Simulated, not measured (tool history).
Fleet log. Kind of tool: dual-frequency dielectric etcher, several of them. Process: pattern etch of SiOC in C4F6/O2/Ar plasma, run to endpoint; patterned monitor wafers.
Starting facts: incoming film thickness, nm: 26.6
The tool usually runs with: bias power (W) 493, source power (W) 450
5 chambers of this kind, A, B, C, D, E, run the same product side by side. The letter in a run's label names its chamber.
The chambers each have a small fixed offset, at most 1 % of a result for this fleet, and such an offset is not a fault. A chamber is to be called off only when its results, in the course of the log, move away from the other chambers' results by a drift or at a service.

run	hour	bias power (W)	source power (W)	hours since the last wet clean	hours since the last bias power generator calibration	hours since the last source power generator calibration	endpoint time (s)
# hour 2.2: chamber C: wet clean of the chamber
1D	8.8	493	450	17.2	2417	2404.9	8.6932
2A	22.5	493	450	122.2	2901.8	2549	8.6477
3C	34.2	493	450	32	1091.2	5215.7	8.6883
4E	44.3	493	450	309.5	1011.6	2095.1	8.7283
# hour 50: chamber C: source power generator calibrated
5B	57.1	493	450	157.8	2111.7	2264.3	8.5705
6A	69.1	493	450	168.8	2948.4	2595.6	8.6253
7E	80.7	493	450	345.9	1048	2131.5	8.7016
8B	94.9	493	450	195.6	2149.5	2302.1	8.5913
9D	107.8	493	450	116.2	2516	2503.9	8.7037
10C	120.7	493	450	118.5	1177.7	70.7	8.6557
11B	130.9	493	450	231.6	2185.5	2338.1	8.5884
12D	141.4	493	450	149.8	2549.6	2537.5	8.5993
13C	154.3	493	450	152.1	1211.3	104.3	8.7235
# hour 158.4: chamber E: wet clean of the chamber
14A	161	493	450	260.7	3040.3	2687.5	8.5736
15E	174.1	493	450	15.7	1141.4	2224.9	8.6865
16A	185.9	383	550	285.6	3065.2	2712.4	8.7543
# hour 197.1: chamber B: source power generator calibrated
17D	198.5	383	550	206.9	2606.7	2594.6	8.7808
18C	213.6	383	550	211.4	1270.6	163.6	8.8733
19B	225.7	383	550	326.4	2280.3	28.7	8.7382
20E	236.9	383	550	78.5	1204.2	2287.7	8.835
21A	245.4	493	450	345.1	3124.7	2771.9	8.5946
22D	254	493	450	262.4	2662.2	2650.1	8.6512
23C	263.6	493	450	261.4	1320.6	213.6	8.6893
24B	275.9	598	450	376.6	2330.5	78.9	8.0064
25E	285.9	598	450	127.5	1253.2	2336.7	8.1092
26B	297.8	598	450	398.5	2352.4	100.8	8.0039
27A	310.7	598	450	410.4	3190	2837.2	8.0125
28E	319.5	598	450	161.1	1286.8	2370.3	8.0855
# hour 328.3: chamber C: wet clean of the chamber
29C	331.9	493	450	3.7	1388.9	281.9	8.6568
30D	339.3	493	450	347.7	2747.5	2735.4	8.6532

Has any chamber moved away from the others, gradually or after a service, or does the common gauge drift, or do the chambers differ only by their own small steady offsets? State the chamber and the most likely cause if one applies.

Beyond each chamber's small constant offset nothing stands out, and the gauge stays steady.

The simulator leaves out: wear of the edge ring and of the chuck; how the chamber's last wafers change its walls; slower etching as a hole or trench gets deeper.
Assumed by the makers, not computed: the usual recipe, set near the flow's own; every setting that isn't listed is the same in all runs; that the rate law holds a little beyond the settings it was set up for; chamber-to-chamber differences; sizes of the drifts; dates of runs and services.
